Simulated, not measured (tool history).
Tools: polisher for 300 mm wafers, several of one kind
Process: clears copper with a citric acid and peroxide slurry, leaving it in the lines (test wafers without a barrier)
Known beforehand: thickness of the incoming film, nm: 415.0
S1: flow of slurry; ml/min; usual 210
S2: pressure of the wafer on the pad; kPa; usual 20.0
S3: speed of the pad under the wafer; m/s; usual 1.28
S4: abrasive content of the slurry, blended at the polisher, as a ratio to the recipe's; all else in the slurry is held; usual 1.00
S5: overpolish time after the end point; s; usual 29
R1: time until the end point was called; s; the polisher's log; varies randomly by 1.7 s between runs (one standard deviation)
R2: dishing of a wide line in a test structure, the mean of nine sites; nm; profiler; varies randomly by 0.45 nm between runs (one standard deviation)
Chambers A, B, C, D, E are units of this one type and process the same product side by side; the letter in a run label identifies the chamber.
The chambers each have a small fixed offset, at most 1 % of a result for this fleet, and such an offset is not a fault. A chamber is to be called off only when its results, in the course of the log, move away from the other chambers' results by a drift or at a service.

| run | hour | S1 | S2 | S3 | S4 | S5 | R1 | R2 |
|---|---|---|---|---|---|---|---|---|
| 1B | 6.3 | 210 | 20.0 | 1.28 | 1.00 | 29 | 143.69 | 37.852 |
| 2C | 13.5 | 210 | 20.0 | 1.28 | 1.00 | 29 | 138.74 | 38.643 |
| 3D | 18.7 | 210 | 20.0 | 1.28 | 1.00 | 29 | 141.55 | 39.044 |
| 4E | 27.9 | 210 | 20.0 | 1.28 | 1.00 | 29 | 141.26 | 38.841 |
| 5A | 36.1 | 210 | 20.0 | 1.28 | 1.00 | 29 | 144.57 | 39.032 |
| 6D | 43.9 | 210 | 20.0 | 1.28 | 1.00 | 29 | 140.98 | 38.588 |
|  | 51.9 | chamber B: worn pad replaced by a new one |
| 7C | 52.7 | 210 | 20.0 | 1.28 | 1.00 | 29 | 139.77 | 38.168 |
| 8B | 63.4 | 210 | 20.0 | 1.28 | 1.00 | 29 | 138.75 | 38.920 |
|  | 65.5 | chamber A: slurry blender recalibrated |
|  | 67.6 | chamber C: slurry blender recalibrated |
| 9A | 69.9 | 210 | 20.0 | 1.28 | 1.00 | 29 | 143.02 | 38.638 |
|  | 70.8 | chamber E: worn pad replaced by a new one |
| 10E | 76.2 | 210 | 20.0 | 1.28 | 1.00 | 29 | 146.21 | 38.179 |
|  | 79.0 | chamber D: slurry blender recalibrated |
| 11B | 82.2 | 210 | 26.9 | 1.02 | 1.00 | 29 | 132.64 | 41.739 |
|  | 84.2 | chamber E: slurry blender recalibrated |
|  | 85.0 | chamber D: worn pad replaced by a new one |
|  | 92.7 | chamber B: slurry blender recalibrated |
| 12E | 93.2 | 210 | 26.9 | 1.02 | 1.00 | 29 | 132.05 | 41.696 |
|  | 93.9 | chamber A: head pressure recalibrated |
| 13D | 104.4 | 210 | 26.9 | 1.02 | 1.00 | 29 | 129.68 | 40.703 |
|  | 108.3 | chamber B: slurry nozzle cleaned |
| 14A | 114.8 | 210 | 26.9 | 1.02 | 1.00 | 29 | 144.86 | 39.476 |
| 15C | 122.2 | 210 | 26.9 | 1.02 | 1.00 | 29 | 131.47 | 40.810 |
| 16E | 127.9 | 210 | 20.0 | 1.28 | 1.00 | 29 | 141.91 | 39.000 |
| 17D | 137.7 | 210 | 20.0 | 1.28 | 1.00 | 29 | 145.78 | 39.155 |
| 18B | 144.3 | 210 | 20.0 | 1.28 | 1.00 | 29 | 143.14 | 38.729 |
| 19A | 149.6 | 210 | 20.0 | 1.28 | 1.00 | 29 | 164.66 | 36.452 |
| 20C | 156.1 | 210 | 20.0 | 1.28 | 1.00 | 29 | 142.27 | 38.821 |
| 21E | 163.3 | 210 | 20.0 | 1.28 | 0.85 | 29 | 145.89 | 38.365 |
|  | 165.9 | chamber B: worn pad replaced by a new one |
| 22A | 170.2 | 210 | 20.0 | 1.28 | 0.85 | 29 | 166.86 | 35.355 |
| 23B | 175.3 | 210 | 20.0 | 1.28 | 0.85 | 29 | 143.92 | 38.450 |
| 24C | 180.9 | 210 | 20.0 | 1.28 | 0.85 | 29 | 146.44 | 37.080 |
| 25D | 189.6 | 210 | 20.0 | 1.28 | 0.85 | 29 | 147.42 | 38.628 |
|  | 191.2 | chamber A: worn pad replaced by a new one |
|  | 198.9 | chamber C: worn pad replaced by a new one |
| 26E | 200.0 | 210 | 20.0 | 1.28 | 1.00 | 29 | 140.92 | 38.314 |
| 27C | 206.9 | 210 | 20.0 | 1.28 | 1.00 | 29 | 141.99 | 37.944 |
| 28B | 212.9 | 210 | 20.0 | 1.28 | 1.00 | 29 | 144.75 | 38.640 |
|  | 214.9 | chamber D: slurry nozzle cleaned |
| 29A | 223.1 | 210 | 20.0 | 1.28 | 1.00 | 29 | 163.65 | 35.325 |
| 30D | 233.6 | 210 | 20.0 | 1.28 | 1.00 | 29 | 137.94 | 37.910 |
| 31A | 245.1 | 210 | 20.0 | 1.28 | 1.00 | 29 | 162.48 | 37.020 |
|  | 246.0 | chamber E: slurry blender recalibrated |
| 32B | 253.3 | 210 | 23.4 | 1.28 | 1.00 | 29 | 122.38 | 42.035 |
| 33E | 261.6 | 210 | 23.4 | 1.28 | 1.00 | 29 | 119.57 | 42.724 |

The same settings go to every chamber for the next run, one line per chamber below. Forecast the results for each:
| 34A | 269.9 | 210 | 20.0 | 1.28 | 1.00 | 29 | ? | ? |
| 34B | 269.9 | 210 | 20.0 | 1.28 | 1.00 | 29 | ? | ? |
| 34C | 269.9 | 210 | 20.0 | 1.28 | 1.00 | 29 | ? | ? |
| 34D | 269.9 | 210 | 20.0 | 1.28 | 1.00 | 29 | ? | ? |
| 34E | 269.9 | 210 | 20.0 | 1.28 | 1.00 | 29 | ? | ? |

| run | R1 | R2 |
|---|---|---|
| 34A | 159.08 | 36.049 |
| 34B | 139.24 | 38.707 |
| 34C | 142.01 | 37.747 |
| 34D | 139.39 | 38.684 |
| 34E | 141.30 | 38.611 |
